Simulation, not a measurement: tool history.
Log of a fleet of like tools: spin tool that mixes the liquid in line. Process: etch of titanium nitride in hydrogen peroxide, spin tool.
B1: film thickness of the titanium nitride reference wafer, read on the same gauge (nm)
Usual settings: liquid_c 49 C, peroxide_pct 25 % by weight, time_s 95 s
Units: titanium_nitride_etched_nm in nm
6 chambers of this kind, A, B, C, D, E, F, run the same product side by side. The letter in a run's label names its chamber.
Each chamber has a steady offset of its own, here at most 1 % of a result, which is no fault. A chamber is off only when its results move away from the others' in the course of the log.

{"run": "1B", "hour": 13.2, "liquid_c": 49, "peroxide_pct": 25, "time_s": 95, "B1": 149.99, "titanium_nitride_etched_nm": 7.7806}
{"run": "2D", "hour": 20.5, "liquid_c": 49, "peroxide_pct": 25, "time_s": 95, "B1": 150.01, "titanium_nitride_etched_nm": 7.7007}
{"hour": 31.3, "done": "chamber E: new drum of peroxide connected"}
{"run": "3E", "hour": 33.6, "liquid_c": 49, "peroxide_pct": 25, "time_s": 95, "B1": 150, "titanium_nitride_etched_nm": 7.7348}
{"run": "4F", "hour": 42.9, "liquid_c": 49, "peroxide_pct": 25, "time_s": 95, "B1": 149.99, "titanium_nitride_etched_nm": 7.7179}
{"run": "5A", "hour": 50.4, "liquid_c": 49, "peroxide_pct": 25, "time_s": 95, "B1": 149.98, "titanium_nitride_etched_nm": 7.7309}
{"run": "6C", "hour": 64.3, "liquid_c": 49, "peroxide_pct": 25, "time_s": 95, "B1": 149.98, "titanium_nitride_etched_nm": 7.7456}
{"run": "7E", "hour": 75.1, "liquid_c": 49, "peroxide_pct": 25, "time_s": 95, "B1": 149.98, "titanium_nitride_etched_nm": 7.6215}
{"run": "8A", "hour": 83.3, "liquid_c": 49, "peroxide_pct": 25, "time_s": 95, "B1": 150.03, "titanium_nitride_etched_nm": 7.6331}
{"hour": 90.3, "done": "chamber B: new drum of peroxide connected"}
{"run": "9C", "hour": 94.5, "liquid_c": 49, "peroxide_pct": 25, "time_s": 95, "B1": 150.03, "titanium_nitride_etched_nm": 7.7738}
{"hour": 100.3, "done": "chamber D: new drum of peroxide connected"}
{"run": "10D", "hour": 104.5, "liquid_c": 49, "peroxide_pct": 25, "time_s": 95, "B1": 149.99, "titanium_nitride_etched_nm": 7.6833}
{"run": "11B", "hour": 113.6, "liquid_c": 49, "peroxide_pct": 25, "time_s": 95, "B1": 149.98, "titanium_nitride_etched_nm": 7.7456}
{"hour": 117.1, "done": "chamber A: thermometer replaced"}
{"hour": 120.8, "done": "chamber E: thermometer replaced"}
{"run": "12F", "hour": 126.1, "liquid_c": 49, "peroxide_pct": 25, "time_s": 95, "B1": 150, "titanium_nitride_etched_nm": 7.6948}
{"run": "13E", "hour": 132.8, "liquid_c": 49, "peroxide_pct": 25, "time_s": 95, "B1": 149.98, "titanium_nitride_etched_nm": 7.7289}
{"run": "14A", "hour": 140.9, "liquid_c": 49, "peroxide_pct": 25, "time_s": 95, "B1": 149.98, "titanium_nitride_etched_nm": 7.6899}
{"run": "15D", "hour": 149.3, "liquid_c": 49, "peroxide_pct": 25, "time_s": 95, "B1": 150, "titanium_nitride_etched_nm": 7.8041}
{"run": "16F", "hour": 163.1, "liquid_c": 49, "peroxide_pct": 25, "time_s": 95, "B1": 150.01, "titanium_nitride_etched_nm": 7.6885}
{"run": "17C", "hour": 170.1, "liquid_c": 49, "peroxide_pct": 20, "time_s": 135, "B1": 150, "titanium_nitride_etched_nm": 10.391}
{"hour": 173.3, "done": "chamber F: thermometer replaced"}
{"hour": 176.5, "done": "chamber A: new drum of peroxide connected"}
{"run": "18B", "hour": 178.3, "liquid_c": 49, "peroxide_pct": 20, "time_s": 135, "B1": 150.01, "titanium_nitride_etched_nm": 10.55}
{"run": "19F", "hour": 192.4, "liquid_c": 49, "peroxide_pct": 20, "time_s": 135, "B1": 150, "titanium_nitride_etched_nm": 10.42}
{"hour": 194.6, "done": "chamber E: peroxide flow meter replaced"}
{"hour": 201.1, "done": "chamber C: new drum of peroxide connected"}
{"run": "20E", "hour": 201.4, "liquid_c": 49, "peroxide_pct": 20, "time_s": 135, "B1": 150, "titanium_nitride_etched_nm": 10.492}
{"run": "21B", "hour": 214.2, "liquid_c": 49, "peroxide_pct": 20, "time_s": 135, "B1": 150, "titanium_nitride_etched_nm": 10.64}
{"run": "22C", "hour": 228.4, "liquid_c": 49, "peroxide_pct": 20, "time_s": 135, "B1": 150, "titanium_nitride_etched_nm": 10.465}
{"run": "23D", "hour": 238.3, "liquid_c": 49, "peroxide_pct": 25, "time_s": 95, "B1": 150, "titanium_nitride_etched_nm": 7.5585}
{"run": "24A", "hour": 252.8, "liquid_c": 49, "peroxide_pct": 25, "time_s": 95, "B1": 150.02, "titanium_nitride_etched_nm": 7.7565}
{"run": "25B", "hour": 266.5, "liquid_c": 49, "peroxide_pct": 25, "time_s": 95, "B1": 150.01, "titanium_nitride_etched_nm": 7.6818}
{"run": "26A", "hour": 278.9, "liquid_c": 49, "peroxide_pct": 30, "time_s": 95, "B1": 149.99, "titanium_nitride_etched_nm": 8.0818}
{"run": "27C", "hour": 288.7, "liquid_c": 49, "peroxide_pct": 30, "time_s": 95, "B1": 149.98, "titanium_nitride_etched_nm": 8.0276}
{"hour": 297.3, "done": "chamber A: heated supply line repaired"}
{"run": "28D", "hour": 301.4, "liquid_c": 49, "peroxide_pct": 30, "time_s": 95, "B1": 150.02, "titanium_nitride_etched_nm": 7.8841}
{"hour": 306.4, "done": "chamber B: thermometer replaced"}
{"run": "29F", "hour": 309.1, "liquid_c": 49, "peroxide_pct": 30, "time_s": 95, "B1": 150, "titanium_nitride_etched_nm": 8.063}
{"run": "30E", "hour": 315.5, "liquid_c": 49, "peroxide_pct": 30, "time_s": 95, "B1": 149.99, "titanium_nitride_etched_nm": 8.0551}
{"run": "31D", "hour": 328.7, "liquid_c": 49, "peroxide_pct": 30, "time_s": 95, "B1": 150.02, "titanium_nitride_etched_nm": 7.877}
{"hour": 337.8, "done": "chamber C: thermometer replaced"}
{"run": "32F", "hour": 340.1, "liquid_c": 49, "peroxide_pct": 25, "time_s": 95, "B1": 150.03, "titanium_nitride_etched_nm": 7.7142}
{"run": "33E", "hour": 353.8, "liquid_c": 49, "peroxide_pct": 25, "time_s": 95, "B1": 149.98, "titanium_nitride_etched_nm": 7.6636}
{"run": "34B", "hour": 365.1, "liquid_c": 53.5, "peroxide_pct": 29.5, "time_s": 95, "B1": 150, "titanium_nitride_etched_nm": 11.009}
{"run": "35C", "hour": 376.6, "liquid_c": 53.5, "peroxide_pct": 29.5, "time_s": 95, "B1": 150, "titanium_nitride_etched_nm": 10.864}
{"run": "36A", "hour": 389.2, "liquid_c": 53.5, "peroxide_pct": 29.5, "time_s": 95, "B1": 149.99, "titanium_nitride_etched_nm": 10.983}
{"hour": 397.6, "done": "chamber B: peroxide flow meter replaced"}
{"run": "37F", "hour": 402.4, "liquid_c": 53.5, "peroxide_pct": 29.5, "time_s": 95, "B1": 150.01, "titanium_nitride_etched_nm": 11.064}
{"run": "38D", "hour": 414.0, "liquid_c": 53.5, "peroxide_pct": 29.5, "time_s": 95, "B1": 150, "titanium_nitride_etched_nm": 10.65}
{"run": "39B", "hour": 424.1, "liquid_c": 53.5, "peroxide_pct": 29.5, "time_s": 95, "B1": 150.01, "titanium_nitride_etched_nm": 11.125}
{"run": "40A", "hour": 433.0, "liquid_c": 46, "peroxide_pct": 25, "time_s": 95, "B1": 149.99, "titanium_nitride_etched_nm": 6.2495}

Is one chamber off against the others, does the gauge drift, or is nothing wrong? If a chamber is off, say which, and what the likeliest cause is.

Chamber D drifts away from the others.
Cause: temperature lost on the way to the wafer (K) = 0.616.
The log may not tell that from: liquid colder than its thermometer reads (K).

Here are 4 candidates for chamber D's next run, each the usual settings with a change, their results left as question marks. Which one brings its results back in line with what the others give on the usual settings?
In line means no further than this from the other chambers' mean on the usual settings: titanium_nitride_etched_nm 0.19 nm
{"run": "41D-1", "hour": 443.5, "liquid_c": 48.5, "peroxide_pct": 25, "time_s": 95, "titanium_nitride_etched_nm": "?"}
{"run": "41D-2", "hour": 443.5, "liquid_c": 49.5, "peroxide_pct": 25, "time_s": 100, "titanium_nitride_etched_nm": "?"}
{"run": "41D-3", "hour": 443.5, "liquid_c": 48.5, "peroxide_pct": 25, "time_s": 90, "titanium_nitride_etched_nm": "?"}
{"run": "41D-4", "hour": 443.5, "liquid_c": 49.5, "peroxide_pct": 25, "time_s": 95, "titanium_nitride_etched_nm": "?"}

The other chambers' mean on the usual settings: titanium_nitride_etched_nm 7.6977 nm
run=41D-1 titanium_nitride_etched_nm=7.1693
run=41D-2 titanium_nitride_etched_nm=8.1119
run=41D-3 titanium_nitride_etched_nm=6.7919
run=41D-4 titanium_nitride_etched_nm=7.7063
41D-4 brings the chamber back in line.
